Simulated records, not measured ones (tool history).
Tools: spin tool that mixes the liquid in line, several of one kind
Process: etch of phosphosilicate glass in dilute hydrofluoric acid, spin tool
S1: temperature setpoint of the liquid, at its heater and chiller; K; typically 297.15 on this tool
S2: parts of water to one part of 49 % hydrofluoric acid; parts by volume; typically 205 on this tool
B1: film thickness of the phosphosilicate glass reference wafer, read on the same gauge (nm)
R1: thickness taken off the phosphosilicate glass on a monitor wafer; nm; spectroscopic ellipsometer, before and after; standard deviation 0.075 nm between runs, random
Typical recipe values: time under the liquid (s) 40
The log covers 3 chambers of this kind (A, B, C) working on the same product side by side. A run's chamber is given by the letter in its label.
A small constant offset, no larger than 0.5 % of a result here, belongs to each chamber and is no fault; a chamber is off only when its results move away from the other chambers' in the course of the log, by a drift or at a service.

{"run": "1C", "day": 0.15, "S1": 297.15, "S2": 205, "time under the liquid (s)": 40, "B1": 40, "R1": 17.615}
{"run": "2B", "day": 0.354, "S1": 297.15, "S2": 205, "time under the liquid (s)": 40, "B1": 39.99, "R1": 17.532}
{"run": "3A", "day": 0.646, "S1": 297.15, "S2": 205, "time under the liquid (s)": 40, "B1": 39.977, "R1": 17.473}
{"run": "4B", "day": 0.804, "S1": 297.15, "S2": 205, "time under the liquid (s)": 40, "B1": 39.993, "R1": 17.521}
{"run": "5A", "day": 1.129, "S1": 297.15, "S2": 205, "time under the liquid (s)": 40, "B1": 39.988, "R1": 17.443}
{"run": "6C", "day": 1.35, "S1": 297.15, "S2": 205, "time under the liquid (s)": 40, "B1": 39.993, "R1": 17.674}
{"run": "7B", "day": 1.646, "S1": 297.15, "S2": 205, "time under the liquid (s)": 40, "B1": 40.031, "R1": 17.386}
{"run": "8C", "day": 1.812, "S1": 297.15, "S2": 205, "time under the liquid (s)": 40, "B1": 40.007, "R1": 17.687}
{"run": "9A", "day": 2.054, "S1": 297.15, "S2": 205, "time under the liquid (s)": 40, "B1": 40.001, "R1": 17.531}
{"run": "10A", "day": 2.312, "S1": 297.15, "S2": 205, "time under the liquid (s)": 40, "B1": 39.987, "R1": 17.597}
{"run": "11B", "day": 2.504, "S1": 297.15, "S2": 125, "time under the liquid (s)": 30, "B1": 40.012, "R1": 23.781}
{"run": "12C", "day": 2.779, "S1": 297.15, "S2": 125, "time under the liquid (s)": 30, "B1": 39.99, "R1": 24.069}
{"run": "13B", "day": 2.954, "S1": 297.15, "S2": 125, "time under the liquid (s)": 30, "B1": 40, "R1": 23.439}
{"run": "14A", "day": 3.133, "S1": 297.15, "S2": 205, "time under the liquid (s)": 40, "B1": 39.971, "R1": 17.423}
{"run": "15C", "day": 3.438, "S1": 297.15, "S2": 205, "time under the liquid (s)": 40, "B1": 40.001, "R1": 17.67}
{"run": "16C", "day": 3.725, "S1": 297.15, "S2": 205, "time under the liquid (s)": 40, "B1": 39.996, "R1": 17.871}
{"run": "17A", "day": 4.038, "S1": 297.15, "S2": 205, "time under the liquid (s)": 40, "B1": 39.995, "R1": 17.57}
{"run": "18B", "day": 4.262, "S1": 297.15, "S2": 205, "time under the liquid (s)": 40, "B1": 39.971, "R1": 17.352}
{"run": "19B", "day": 4.604, "S1": 297.15, "S2": 205, "time under the liquid (s)": 40, "B1": 39.994, "R1": 17.497}
{"run": "20A", "day": 4.879, "S1": 297.15, "S2": 205, "time under the liquid (s)": 40, "B1": 40.005, "R1": 17.71}
{"run": "21C", "day": 5.229, "S1": 297.15, "S2": 135, "time under the liquid (s)": 30, "B1": 40.005, "R1": 22.445}
{"run": "22B", "day": 5.421, "S1": 297.15, "S2": 135, "time under the liquid (s)": 30, "B1": 40.007, "R1": 21.528}
{"run": "23A", "day": 5.762, "S1": 297.15, "S2": 135, "time under the liquid (s)": 30, "B1": 39.981, "R1": 21.725}
{"run": "24C", "day": 6.046, "S1": 298.65, "S2": 205, "time under the liquid (s)": 40, "B1": 40.007, "R1": 19.191}
{"run": "25B", "day": 6.396, "S1": 298.65, "S2": 205, "time under the liquid (s)": 40, "B1": 39.981, "R1": 18.294}
{"run": "26C", "day": 6.588, "S1": 298.65, "S2": 205, "time under the liquid (s)": 40, "B1": 39.983, "R1": 19.266}
{"run": "27A", "day": 6.842, "S1": 297.15, "S2": 205, "time under the liquid (s)": 40, "B1": 40.006, "R1": 17.498}
{"run": "28B", "day": 7.058, "S1": 297.15, "S2": 280, "time under the liquid (s)": 40, "B1": 40.011, "R1": 11.865}
{"run": "29A", "day": 7.333, "S1": 297.15, "S2": 280, "time under the liquid (s)": 40, "B1": 40.017, "R1": 11.801}
{"run": "30C", "day": 7.612, "S1": 297.15, "S2": 280, "time under the liquid (s)": 40, "B1": 40.011, "R1": 12.384}
{"run": "31B", "day": 7.85, "S1": 297.15, "S2": 205, "time under the liquid (s)": 40, "B1": 39.998, "R1": 17.363}
{"run": "32A", "day": 8.121, "S1": 297.15, "S2": 205, "time under the liquid (s)": 40, "B1": 39.979, "R1": 17.608}
{"run": "33C", "day": 8.388, "S1": 294.15, "S2": 145, "time under the liquid (s)": 40, "B1": 40.015, "R1": 25.138}
{"run": "34A", "day": 8.638, "S1": 294.15, "S2": 145, "time under the liquid (s)": 40, "B1": 40.009, "R1": 23.805}
{"run": "35C", "day": 8.858, "S1": 294.15, "S2": 145, "time under the liquid (s)": 40, "B1": 39.987, "R1": 24.839}

One chamber off, gauge drift, or nothing amiss beyond the chambers' own small offsets? If it is a chamber, which one, and what is the likeliest cause?

It is chamber C that slowly wanders off from its peers.
Most likely cause: liquid hotter than its thermometer reads (K) = 1.63.
From this log alone, it may not be told apart from: hydrofluoric acid flow above the setpoint (%).

Which of the 4 candidates below, each the usual settings with something changed and its results left as question marks, puts chamber C back in line with what the other chambers give on the usual settings?
In line here means within this much of the mean the other chambers give on the usual settings: R1 0.26 nm
{"run": "36C-1", "day": 9.108, "S1": 297.15, "S2": 215, "time under the liquid (s)": 40, "R1": "?"}
{"run": "36C-2", "day": 9.108, "S1": 298.65, "S2": 205, "time under the liquid (s)": 40, "R1": "?"}
{"run": "36C-3", "day": 9.108, "S1": 297.15, "S2": 210, "time under the liquid (s)": 40, "R1": "?"}
{"run": "36C-4", "day": 9.108, "S1": 297.15, "S2": 200, "time under the liquid (s)": 40, "R1": "?"}

The mean the other chambers reach with the usual settings: R1 17.499 nm
run=36C-1 R1=17.439
run=36C-2 R1=19.529
run=36C-3 R1=17.956
run=36C-4 R1=19.071
The answer is 36C-1, which returns the chamber to within the allowed miss of the others.

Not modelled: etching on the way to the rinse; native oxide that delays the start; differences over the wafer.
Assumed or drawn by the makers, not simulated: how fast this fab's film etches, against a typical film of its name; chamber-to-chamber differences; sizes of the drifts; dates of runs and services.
